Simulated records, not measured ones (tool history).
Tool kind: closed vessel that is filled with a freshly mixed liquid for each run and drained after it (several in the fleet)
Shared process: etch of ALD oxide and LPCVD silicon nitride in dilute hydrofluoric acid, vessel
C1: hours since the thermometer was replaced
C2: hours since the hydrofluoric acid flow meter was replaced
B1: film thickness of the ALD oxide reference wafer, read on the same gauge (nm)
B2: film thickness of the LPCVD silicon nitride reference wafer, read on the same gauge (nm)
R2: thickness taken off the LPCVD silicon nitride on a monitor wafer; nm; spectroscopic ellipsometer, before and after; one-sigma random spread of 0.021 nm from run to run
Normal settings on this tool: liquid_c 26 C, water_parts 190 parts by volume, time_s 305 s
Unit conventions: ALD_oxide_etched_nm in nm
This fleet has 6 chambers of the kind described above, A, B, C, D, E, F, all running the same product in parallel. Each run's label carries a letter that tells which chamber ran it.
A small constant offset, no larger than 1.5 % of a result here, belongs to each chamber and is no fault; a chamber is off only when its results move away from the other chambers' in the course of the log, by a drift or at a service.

run 1B hour=5.6 | liquid_c=26 water_parts=190 time_s=305 | C1=2240.7 C2=426.1 | B1=79.996 B2=90.025 | ALD_oxide_etched_nm=22.124 R2=0.97699
run 2D hour=12.5 | liquid_c=26 water_parts=190 time_s=305 | C1=191.5 C2=2004.1 | B1=80.002 B2=90.017 | ALD_oxide_etched_nm=22.223 R2=1.00460
run 3A hour=18.4 | liquid_c=26 water_parts=190 time_s=305 | C1=488.2 C2=1484.0 | B1=79.989 B2=89.951 | ALD_oxide_etched_nm=22.182 R2=0.99979
run 4F hour=21.8 | liquid_c=26 water_parts=190 time_s=305 | C1=60.2 C2=570.9 | B1=80.013 B2=89.967 | ALD_oxide_etched_nm=22.421 R2=0.98147
run 5E hour=27.3 | liquid_c=26 water_parts=190 time_s=305 | C1=1906.3 C2=343.2 | B1=80.021 B2=90.021 | ALD_oxide_etched_nm=22.401 R2=0.98578
run 6C hour=31.6 | liquid_c=26 water_parts=190 time_s=305 | C1=1146.2 C2=1461.4 | B1=79.975 B2=89.944 | ALD_oxide_etched_nm=22.399 R2=1.01990
run 7D hour=36.5 | liquid_c=26 water_parts=190 time_s=305 | C1=215.5 C2=2028.1 | B1=79.986 B2=90.051 | ALD_oxide_etched_nm=22.357 R2=0.99553
run 8F hour=40.3 | liquid_c=26 water_parts=190 time_s=305 | C1=78.7 C2=589.4 | B1=79.956 B2=90.016 | ALD_oxide_etched_nm=22.568 R2=0.99525
run 9B hour=45.5 | liquid_c=26 water_parts=190 time_s=305 | C1=2280.6 C2=466.0 | B1=79.989 B2=90.018 | ALD_oxide_etched_nm=22.159 R2=0.99664
run 10C hour=50.7 | liquid_c=26 water_parts=190 time_s=305 | C1=1165.3 C2=1480.5 | B1=79.995 B2=89.999 | ALD_oxide_etched_nm=22.126 R2=0.99515
run 11A hour=54.1 | liquid_c=26 water_parts=190 time_s=305 | C1=523.9 C2=1519.7 | B1=80.013 B2=89.993 | ALD_oxide_etched_nm=21.967 R2=0.92950
run 12E hour=59.1 | liquid_c=26 water_parts=190 time_s=305 | C1=1938.1 C2=375.0 | B1=79.986 B2=90.021 | ALD_oxide_etched_nm=22.560 R2=0.97363
run 13F hour=65.1 | liquid_c=26 water_parts=190 time_s=305 | C1=103.5 C2=614.2 | B1=80.034 B2=89.999 | ALD_oxide_etched_nm=22.301 R2=0.97834
run 14D hour=71.2 | liquid_c=26 water_parts=190 time_s=305 | C1=250.2 C2=2062.8 | B1=80.019 B2=90.043 | ALD_oxide_etched_nm=22.175 R2=1.01010
run 15B hour=75.9 | liquid_c=26 water_parts=190 time_s=305 | C1=2311.0 C2=496.4 | B1=79.988 B2=89.971 | ALD_oxide_etched_nm=22.030 R2=0.93617
run 16E hour=80.1 | liquid_c=26 water_parts=220 time_s=430 | C1=1959.1 C2=396.0 | B1=79.995 B2=90.002 | ALD_oxide_etched_nm=26.439 R2=1.23970
run 17A hour=85.3 | liquid_c=26 water_parts=220 time_s=430 | C1=555.1 C2=1550.9 | B1=80.001 B2=89.986 | ALD_oxide_etched_nm=26.360 R2=1.17640
-- hour=86.3 chamber D: hydrofluoric acid flow meter replaced
run 18C hour=88.4 | liquid_c=26 water_parts=220 time_s=430 | C1=1203.0 C2=1518.2 | B1=80.008 B2=89.980 | ALD_oxide_etched_nm=26.266 R2=1.18840
run 19E hour=92.6 | liquid_c=26 water_parts=220 time_s=430 | C1=1971.6 C2=408.5 | B1=79.998 B2=90.006 | ALD_oxide_etched_nm=26.053 R2=1.20730
run 20F hour=97.9 | liquid_c=26 water_parts=220 time_s=430 | C1=136.3 C2=647.0 | B1=80.009 B2=89.950 | ALD_oxide_etched_nm=26.654 R2=1.16160
run 21B hour=101.0 | liquid_c=26 water_parts=220 time_s=430 | C1=2336.1 C2=521.5 | B1=79.981 B2=89.996 | ALD_oxide_etched_nm=26.076 R2=1.20880
run 22C hour=107.3 | liquid_c=26 water_parts=190 time_s=305 | C1=1221.9 C2=1537.1 | B1=79.998 B2=89.977 | ALD_oxide_etched_nm=22.325 R2=1.01510
run 23A hour=113.1 | liquid_c=26 water_parts=190 time_s=305 | C1=582.9 C2=1578.7 | B1=79.994 B2=90.002 | ALD_oxide_etched_nm=22.280 R2=0.97341
run 24D hour=118.3 | liquid_c=26 water_parts=190 time_s=305 | C1=297.3 C2=32.0 | B1=79.997 B2=90.038 | ALD_oxide_etched_nm=22.201 R2=0.97992
run 25C hour=121.4 | liquid_c=26 water_parts=190 time_s=305 | C1=1236.0 C2=1551.2 | B1=80.025 B2=89.988 | ALD_oxide_etched_nm=22.058 R2=0.98908
run 26A hour=128.5 | liquid_c=26 water_parts=190 time_s=305 | C1=598.3 C2=1594.1 | B1=80.007 B2=90.023 | ALD_oxide_etched_nm=22.308 R2=0.95029
run 27B hour=132.5 | liquid_c=26 water_parts=190 time_s=305 | C1=2367.6 C2=553.0 | B1=80.019 B2=89.960 | ALD_oxide_etched_nm=22.262 R2=0.97228
run 28F hour=137.3 | liquid_c=26 water_parts=190 time_s=305 | C1=175.7 C2=686.4 | B1=79.993 B2=89.989 | ALD_oxide_etched_nm=22.698 R2=0.97109
run 29D hour=141.4 | liquid_c=26 water_parts=190 time_s=305 | C1=320.4 C2=55.1 | B1=79.993 B2=90.022 | ALD_oxide_etched_nm=22.265 R2=0.98712
run 30E hour=148.5 | liquid_c=26 water_parts=190 time_s=305 | C1=2027.5 C2=464.4 | B1=80.014 B2=89.972 | ALD_oxide_etched_nm=21.568 R2=0.93912
run 31A hour=154.4 | liquid_c=26 water_parts=190 time_s=305 | C1=624.2 C2=1620.0 | B1=80.003 B2=89.978 | ALD_oxide_etched_nm=22.002 R2=0.97109
run 32F hour=158.8 | liquid_c=26 water_parts=190 time_s=305 | C1=197.2 C2=707.9 | B1=79.993 B2=89.973 | ALD_oxide_etched_nm=22.679 R2=0.96450
run 33E hour=162.1 | liquid_c=26 water_parts=190 time_s=305 | C1=2041.1 C2=478.0 | B1=80.020 B2=90.011 | ALD_oxide_etched_nm=21.450 R2=0.88810
run 34C hour=166.5 | liquid_c=26 water_parts=190 time_s=305 | C1=1281.1 C2=1596.3 | B1=80.006 B2=90.008 | ALD_oxide_etched_nm=22.183 R2=0.98136
run 35B hour=172.6 | liquid_c=26 water_parts=190 time_s=305 | C1=2407.7 C2=593.1 | B1=80.006 B2=90.004 | ALD_oxide_etched_nm=22.376 R2=0.96611
run 36D hour=178.7 | liquid_c=26 water_parts=190 time_s=305 | C1=357.7 C2=92.4 | B1=79.962 B2=90.022 | ALD_oxide_etched_nm=22.089 R2=0.95425
run 37F hour=182.7 | liquid_c=26 water_parts=190 time_s=305 | C1=221.1 C2=731.8 | B1=80.010 B2=90.031 | ALD_oxide_etched_nm=22.368 R2=1.00020

All chambers now run identical settings, listed one chamber a line with results as question marks. What results will each chamber show?
run 38A hour=187.8 | liquid_c=26 water_parts=190 time_s=305 | ALD_oxide_etched_nm=? R2=?
run 38B hour=187.8 | liquid_c=26 water_parts=190 time_s=305 | ALD_oxide_etched_nm=? R2=?
run 38C hour=187.8 | liquid_c=26 water_parts=190 time_s=305 | ALD_oxide_etched_nm=? R2=?
run 38D hour=187.8 | liquid_c=26 water_parts=190 time_s=305 | ALD_oxide_etched_nm=? R2=?
run 38E hour=187.8 | liquid_c=26 water_parts=190 time_s=305 | ALD_oxide_etched_nm=? R2=?
run 38F hour=187.8 | liquid_c=26 water_parts=190 time_s=305 | ALD_oxide_etched_nm=? R2=?

run=38A ALD_oxide_etched_nm=22.348 R2=0.98015
run=38B ALD_oxide_etched_nm=22.050 R2=0.97910
run=38C ALD_oxide_etched_nm=22.282 R2=1.02480
run=38D ALD_oxide_etched_nm=22.422 R2=0.94399
run=38E ALD_oxide_etched_nm=21.231 R2=0.87099
run=38F ALD_oxide_etched_nm=22.386 R2=0.94760
